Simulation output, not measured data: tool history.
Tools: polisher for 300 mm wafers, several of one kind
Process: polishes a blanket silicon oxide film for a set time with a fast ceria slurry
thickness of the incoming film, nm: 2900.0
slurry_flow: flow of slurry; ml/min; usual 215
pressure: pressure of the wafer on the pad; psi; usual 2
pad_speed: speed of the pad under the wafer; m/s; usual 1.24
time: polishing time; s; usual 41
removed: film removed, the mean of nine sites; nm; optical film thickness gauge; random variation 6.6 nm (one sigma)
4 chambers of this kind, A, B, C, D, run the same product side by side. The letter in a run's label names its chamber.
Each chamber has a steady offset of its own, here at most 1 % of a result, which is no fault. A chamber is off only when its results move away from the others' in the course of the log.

run   hour  slurry_flow  pressure  pad_speed  time  wafers polished on this pad  hours since the slurry nozzle was cleaned  hours since the head pressure was calibrated  removed
       2.5  -- chamber B: slurry nozzle cleaned
       2.7  -- chamber C: worn pad replaced by a new one
 1B   10.7          215         2       1.24    41                          181                                        8.3                                         223.1   667.54
 2A   22.5          215         2       1.24    41                          430                                      113.2                                          59.6   673.44
 3C   30.1          215         2       1.24    41                          283                                      484.7                                         455.8   666.89
 4D   36.8          215         2       1.24    41                          932                                      810.1                                         869.6   662.14
      44.3  -- chamber A: worn pad replaced by a new one
 5D   50.8          215         2       1.24    41                         1077                                      824.1                                         883.6   662.31
      55.8  -- chamber D: worn pad replaced by a new one
        59  -- chamber D: slurry nozzle cleaned
 6B   60.3          215         2       1.24    41                          694                                       57.9                                         272.7   662.93
      69.8  -- chamber C: worn pad replaced by a new one
 7C   70.6          215         2       1.24    41                            8                                      525.2                                         496.3   671.14
 8A   82.5          215         2       1.24    41                          395                                      173.2                                         119.6   674.01
 9B     91          215       2.6       1.24    53                         1011                                       88.6                                         303.4   1116.8
10A  103.5          215       2.6       1.24    53                          612                                      194.2                                         140.6   1125.7
     109.6  -- chamber A: slurry nozzle cleaned
     110.7  -- chamber B: worn pad replaced by a new one
11C  110.8          215       2.6       1.24    53                          424                                      565.4                                         536.5   1137.6
12D  117.2          215       2.6       1.24    53                          635                                       58.2                                           950   1123.3
     117.5  -- chamber A: worn pad replaced by a new one
13B  127.7          215         2       1.24    41                          176                                      125.3                                         340.1   666.98
     131.1  -- chamber C: worn pad replaced by a new one
14C  140.5          215         2       1.24    41                           97                                      595.1                                         566.2   669.25
15D  153.4          215         2       1.24    41                         1009                                       94.4                                         986.2   675.84
16A  160.4          215         2       1.24    41                          443                                       50.8                                         197.5   675.19
17A  167.7          215         2       1.24    41                          519                                       58.1                                         204.8   669.55
     175.7  -- chamber B: head pressure recalibrated
     177.4  -- chamber D: worn pad replaced by a new one
     177.7  -- chamber A: worn pad replaced by a new one
18C  179.2          215         2       1.24    41                          497                                      633.8                                         604.9   673.03
19B  189.5          215         2       1.24    41                          815                                      187.1                                          13.9   662.29
     195.6  -- chamber C: worn pad replaced by a new one
20D  196.3          215         2       1.24    41                          196                                      137.3                                        1029.1   677.16
21D  209.2          245         2       0.86    41                          329                                      150.2                                          1042   476.42
22A  222.4          245         2       0.86    41                          462                                      112.8                                         259.5   480.67
     223.2  -- chamber B: slurry nozzle cleaned
23B  230.5          245         2       0.86    41                         1239                                        7.3                                          54.9   472.95
     237.2  -- chamber B: worn pad replaced by a new one
     240.2  -- chamber A: worn pad replaced by a new one
24C  241.1          245         2       0.86    41                          470                                      695.7                                         666.8   473.96
     241.3  -- chamber D: head pressure recalibrated
25C  248.1          215         2       1.24    41                          542                                      702.7                                         673.8   677.71
     256.1  -- chamber C: worn pad replaced by a new one
26A  258.5          215         2       1.24    41                          189                                      148.9                                         295.6   677.12
27D  265.1          215         2       1.24    41                          907                                      206.1                                          23.8    666.1
28B    278          215         2       1.24    41                          421                                       54.8                                         102.4   674.02
     286.1  -- chamber D: worn pad replaced by a new one
29C  290.4          215         2       1.24    41                          354                                        745                                         716.1   667.95
30D    302          215         2       1.24    41                          164                                        243                                          60.7   664.54
     313.8  -- chamber A: worn pad replaced by a new one
31A  314.9          215         2       1.24    41                           11                                      205.3                                           352   675.52
32B  321.2          215         2       1.24    41                          868                                         98                                         145.6   672.17
     323.9  -- chamber A: slurry nozzle cleaned
     330.7  -- chamber C: worn pad replaced by a new one
33A  331.2          215         2       1.24    41                          179                                        7.4                                         368.3   667.59
34B  343.5          215         2       1.24    41                         1098                                      120.3                                         167.9   658.26
35C  353.4          215       1.7       0.92    41                          235                                        808                                         779.1   418.32

What goes on in this fleet: one chamber off, a drifting gauge, or nothing beyond the chambers' own small offsets? Name the chamber and the cause, if any.

No chamber stands off beyond its own small offset, and the gauge holds steady.

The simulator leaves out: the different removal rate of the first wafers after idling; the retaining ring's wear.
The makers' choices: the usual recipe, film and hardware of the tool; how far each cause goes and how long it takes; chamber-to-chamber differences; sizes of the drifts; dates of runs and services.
